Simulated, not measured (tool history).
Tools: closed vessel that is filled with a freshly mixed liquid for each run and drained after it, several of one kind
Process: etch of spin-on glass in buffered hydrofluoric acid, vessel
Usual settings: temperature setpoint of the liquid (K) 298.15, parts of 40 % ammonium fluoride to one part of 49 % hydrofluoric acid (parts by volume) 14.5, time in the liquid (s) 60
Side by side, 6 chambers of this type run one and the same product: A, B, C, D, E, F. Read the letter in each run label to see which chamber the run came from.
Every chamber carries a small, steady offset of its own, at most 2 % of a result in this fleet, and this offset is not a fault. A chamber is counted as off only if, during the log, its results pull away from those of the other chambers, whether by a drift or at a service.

run	hour	temperature setpoint of the liquid (K)	parts of 40 % ammonium fluoride to one part of 49 % hydrofluoric acid (parts by volume)	time in the liquid (s)	hours since the thermometer was replaced	hours since the hydrofluoric acid flow meter was replaced	read-back film thickness of the spin-on glass reference wafer, read on the same gauge (nm)	thickness taken off the spin-on glass on a monitor wafer (Å)
# hour 0.5: chamber F: hydrofluoric acid flow meter replaced
# hour 4.7: chamber D: thermometer replaced
1E	5.9	298.15	14.5	60	1506.7	17.4	90.013	2037.90
2C	13.5	298.15	14.5	60	2422.9	1046.4	90.017	2079.90
3A	20.3	298.15	14.5	60	394.5	168.4	89.992	2102.40
4F	25.5	298.15	14.5	60	126.8	25.1	89.990	2026.50
5B	30.0	298.15	20.5	30	1445.2	1205.7	90.016	748.56
6D	35.7	298.15	20.5	30	31.0	519.5	90.004	743.61
7E	43.2	298.15	20.5	30	1544.0	54.7	89.988	735.03
8D	50.3	298.15	20.5	30	45.6	534.1	89.982	743.13
9B	54.7	298.15	20.5	30	1469.9	1230.4	90.006	752.10
# hour 56.0: chamber B: hydrofluoric acid flow meter replaced
10C	61.8	298.15	20.5	30	2471.2	1094.7	90.019	753.01
11A	66.2	298.15	14.5	60	440.4	214.3	90.009	2090.40
12F	72.9	298.15	14.5	60	174.2	72.5	90.001	2056.70
13D	77.3	298.15	14.5	60	72.6	561.1	90.001	2072.30
14E	84.6	298.15	14.5	60	1585.4	96.1	89.997	2079.40
15A	91.4	298.15	14.5	60	465.6	239.5	89.998	2091.60
16C	96.9	298.15	14.5	60	2506.3	1129.8	89.992	2083.90
17F	104.7	298.15	14.5	60	206.0	104.3	90.002	2058.00
18B	108.9	298.15	14.5	60	1524.1	52.9	89.997	2076.90
19A	112.8	298.15	14.5	60	487.0	260.9	89.995	2110.10
20E	119.6	298.15	14.5	60	1620.4	131.1	89.995	2066.90
21B	123.2	298.15	14.5	60	1538.4	67.2	90.008	2108.50
22C	128.3	298.15	14.5	60	2537.7	1161.2	90.010	2098.90
23D	134.1	298.15	14.5	60	129.4	617.9	90.003	2089.20
# hour 139.7: chamber C: thermometer replaced
24F	141.9	298.15	14.5	60	243.2	141.5	90.007	2061.60
25B	147.4	298.15	14.5	60	1562.6	91.4	90.005	2098.10
26A	151.4	298.15	14.5	60	525.6	299.5	89.992	2087.20
27C	156.7	298.15	14.5	60	17.1	1189.6	90.029	2106.80
28F	162.9	298.15	14.5	60	264.2	162.5	89.988	2049.00
29E	170.9	298.15	14.5	60	1671.7	182.4	90.002	2047.90
30D	177.4	298.15	14.5	60	172.7	661.2	89.995	2191.70
31A	181.9	298.15	14.5	60	556.1	330.0	90.013	2059.80
32F	186.8	298.15	14.5	60	288.1	186.4	89.991	2082.00
33C	191.9	298.15	14.5	60	52.3	1224.8	89.996	2121.40
34B	197.6	298.15	14.5	60	1612.8	141.6	89.992	2120.20
35E	201.6	294.15	14.5	60	1702.4	213.1	90.009	1673.80
36D	206.1	294.15	14.5	60	201.4	689.9	89.994	1783.10
37F	210.8	294.15	14.5	60	312.1	210.4	89.977	1676.50
38D	217.1	294.15	14.5	60	212.4	700.9	90.007	1772.50
39E	220.8	294.15	14.5	60	1721.6	232.3	90.001	1660.30
40B	226.0	294.15	14.5	60	1641.2	170.0	90.000	1676.90

For the next run the whole fleet of 6 chambers uses the same settings. Give each chamber's results:
41A	231.8	298.15	12.5	60				?
41B	231.8	298.15	12.5	60				?
41C	231.8	298.15	12.5	60				?
41D	231.8	298.15	12.5	60				?
41E	231.8	298.15	12.5	60				?
41F	231.8	298.15	12.5	60				?

run	thickness taken off the spin-on glass on a monitor wafer (Å)
41A	2393.00
41B	2432.90
41C	2445.90
41D	2567.70
41E	2395.90
41F	2386.80
